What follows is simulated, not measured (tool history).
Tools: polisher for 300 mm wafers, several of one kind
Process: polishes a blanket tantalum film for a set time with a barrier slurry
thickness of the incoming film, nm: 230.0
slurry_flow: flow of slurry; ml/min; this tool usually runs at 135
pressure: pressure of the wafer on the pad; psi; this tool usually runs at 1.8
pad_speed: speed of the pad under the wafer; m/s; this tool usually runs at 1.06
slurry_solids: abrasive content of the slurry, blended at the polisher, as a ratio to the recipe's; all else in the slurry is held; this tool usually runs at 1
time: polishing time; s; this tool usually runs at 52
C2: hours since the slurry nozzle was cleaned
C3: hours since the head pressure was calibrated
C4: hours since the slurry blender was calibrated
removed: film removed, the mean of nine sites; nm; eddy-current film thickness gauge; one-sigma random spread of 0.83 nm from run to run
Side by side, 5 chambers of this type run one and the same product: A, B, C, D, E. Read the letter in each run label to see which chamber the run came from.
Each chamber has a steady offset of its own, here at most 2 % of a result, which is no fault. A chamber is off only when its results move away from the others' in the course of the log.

Run 1A, hour 5.2: usual settings; wafers polished on this pad 222; C2 121.1; C3 50.5; C4 34.2. Result: removed 97.200 nm.
Run 2D, hour 8.7: usual settings; wafers polished on this pad 442; C2 159.2; C3 58.6; C4 14.5. Result: removed 98.671 nm.
Run 3E, hour 13.1: usual settings; wafers polished on this pad 484; C2 424.2; C3 711.2; C4 13.6. Result: removed 94.735 nm.
Run 4C, hour 18.2: usual settings; wafers polished on this pad 430; C2 25.6; C3 94.3; C4 286.8. Result: removed 99.579 nm.
Run 5B, hour 22.2: usual settings; wafers polished on this pad 827; C2 326.0; C3 187.5; C4 350.8. Result: removed 97.835 nm.
Run 6D, hour 27.1: usual settings; wafers polished on this pad 566; C2 177.6; C3 77.0; C4 32.9. Result: removed 98.892 nm.
Run 7A, hour 32.1: usual settings but pressure 1.2 psi, pad_speed 0.88 m/s; wafers polished on this pad 404; C2 148.0; C3 77.4; C4 61.1. Result: removed 52.858 nm.
Run 8C, hour 35.6: usual settings but pressure 1.2 psi, pad_speed 0.88 m/s; wafers polished on this pad 547; C2 43.0; C3 111.7; C4 304.2. Result: removed 53.422 nm.
Run 9B, hour 39.0: usual settings but pressure 1.2 psi, pad_speed 0.88 m/s; wafers polished on this pad 941; C2 342.8; C3 204.3; C4 367.6. Result: removed 54.565 nm.
Run 10E, hour 44.4: usual settings but pressure 1.2 psi, pad_speed 0.88 m/s; wafers polished on this pad 696; C2 455.5; C3 742.5; C4 44.9. Result: removed 52.836 nm.
At hour 48.7: chamber B: slurry blender recalibrated.
Run 11B, hour 49.7: usual settings but pressure 1.2 psi, pad_speed 0.88 m/s; wafers polished on this pad 1013; C2 353.5; C3 215.0; C4 1.0. Result: removed 54.802 nm.
Run 12A, hour 54.1: usual settings; wafers polished on this pad 553; C2 170.0; C3 99.4; C4 83.1. Result: removed 96.156 nm.
Run 13E, hour 57.1: usual settings; wafers polished on this pad 782; C2 468.2; C3 755.2; C4 57.6. Result: removed 96.759 nm.
Run 14C, hour 60.7: usual settings but time 36 s; wafers polished on this pad 717; C2 68.1; C3 136.8; C4 329.3. Result: removed 68.023 nm.
Run 15D, hour 64.2: usual settings but time 36 s; wafers polished on this pad 818; C2 214.7; C3 114.1; C4 70.0. Result: removed 67.693 nm.
At hour 67.2: chamber E: worn pad replaced by a new one.
At hour 69.0: chamber B: worn pad replaced by a new one.
At hour 69.3: chamber C: worn pad replaced by a new one.
Run 16E, hour 69.3: usual settings but time 36 s; wafers polished on this pad 14; C2 480.4; C3 767.4; C4 69.8. Result: removed 66.582 nm.
Run 17A, hour 71.8: usual settings but time 36 s; wafers polished on this pad 673; C2 187.7; C3 117.1; C4 100.8. Result: removed 67.049 nm.
Run 18B, hour 75.6: usual settings but time 36 s; wafers polished on this pad 44; C2 379.4; C3 240.9; C4 26.9. Result: removed 67.179 nm.
Run 19D, hour 79.3: usual settings but pressure 1.6 psi, time 46 s; wafers polished on this pad 920; C2 229.8; C3 129.2; C4 85.1. Result: removed 78.319 nm.
At hour 80.9: chamber D: worn pad replaced by a new one.
Run 20C, hour 83.5: usual settings but pressure 1.6 psi, time 46 s; wafers polished on this pad 96; C2 90.9; C3 159.6; C4 352.1. Result: removed 78.142 nm.
Run 21B, hour 86.9: usual settings but pressure 1.6 psi, time 46 s; wafers polished on this pad 121; C2 390.7; C3 252.2; C4 38.2. Result: removed 77.563 nm.
Run 22D, hour 91.1: usual settings but pressure 1.6 psi, time 46 s; wafers polished on this pad 69; C2 241.6; C3 141.0; C4 96.9. Result: removed 76.830 nm.
Run 23A, hour 94.2: usual settings but pressure 1.6 psi, time 46 s; wafers polished on this pad 825; C2 210.1; C3 139.5; C4 123.2. Result: removed 75.564 nm.
Run 24C, hour 98.9: usual settings; wafers polished on this pad 200; C2 106.3; C3 175.0; C4 367.5. Result: removed 99.016 nm.
At hour 101.0: chamber E: slurry nozzle cleaned.
Run 25E, hour 102.2: usual settings; wafers polished on this pad 237; C2 1.2; C3 800.3; C4 102.7. Result: removed 96.681 nm.
Run 26B, hour 106.5: usual settings; wafers polished on this pad 254; C2 410.3; C3 271.8; C4 57.8. Result: removed 98.093 nm.
Run 27D, hour 110.0: usual settings but slurry_flow 115 ml/min; wafers polished on this pad 197; C2 260.5; C3 159.9; C4 115.8. Result: removed 95.648 nm.
At hour 112.0: chamber E: slurry blender recalibrated.
Run 28C, hour 112.4: usual settings but slurry_flow 115 ml/min; wafers polished on this pad 291; C2 119.8; C3 188.5; C4 381.0. Result: removed 94.918 nm.
Run 29E, hour 117.0: usual settings but slurry_flow 115 ml/min; wafers polished on this pad 337; C2 16.0; C3 815.1; C4 5.1. Result: removed 92.654 nm.
Run 30A, hour 119.8: usual settings but slurry_flow 115 ml/min; wafers polished on this pad 998; C2 235.7; C3 165.1; C4 148.8. Result: removed 93.212 nm.
Run 31B, hour 124.9: usual settings but slurry_flow 115 ml/min; wafers polished on this pad 378; C2 428.7; C3 290.2; C4 76.2. Result: removed 93.431 nm.

Which is it: a chamber that has drifted or been left off by a service, a gauge drift common to all chambers, or only each chamber's usual small offset? If a chamber is off, name it and its likeliest cause.

All chambers stay in line apart from their small fixed offsets, and the gauge does not drift.

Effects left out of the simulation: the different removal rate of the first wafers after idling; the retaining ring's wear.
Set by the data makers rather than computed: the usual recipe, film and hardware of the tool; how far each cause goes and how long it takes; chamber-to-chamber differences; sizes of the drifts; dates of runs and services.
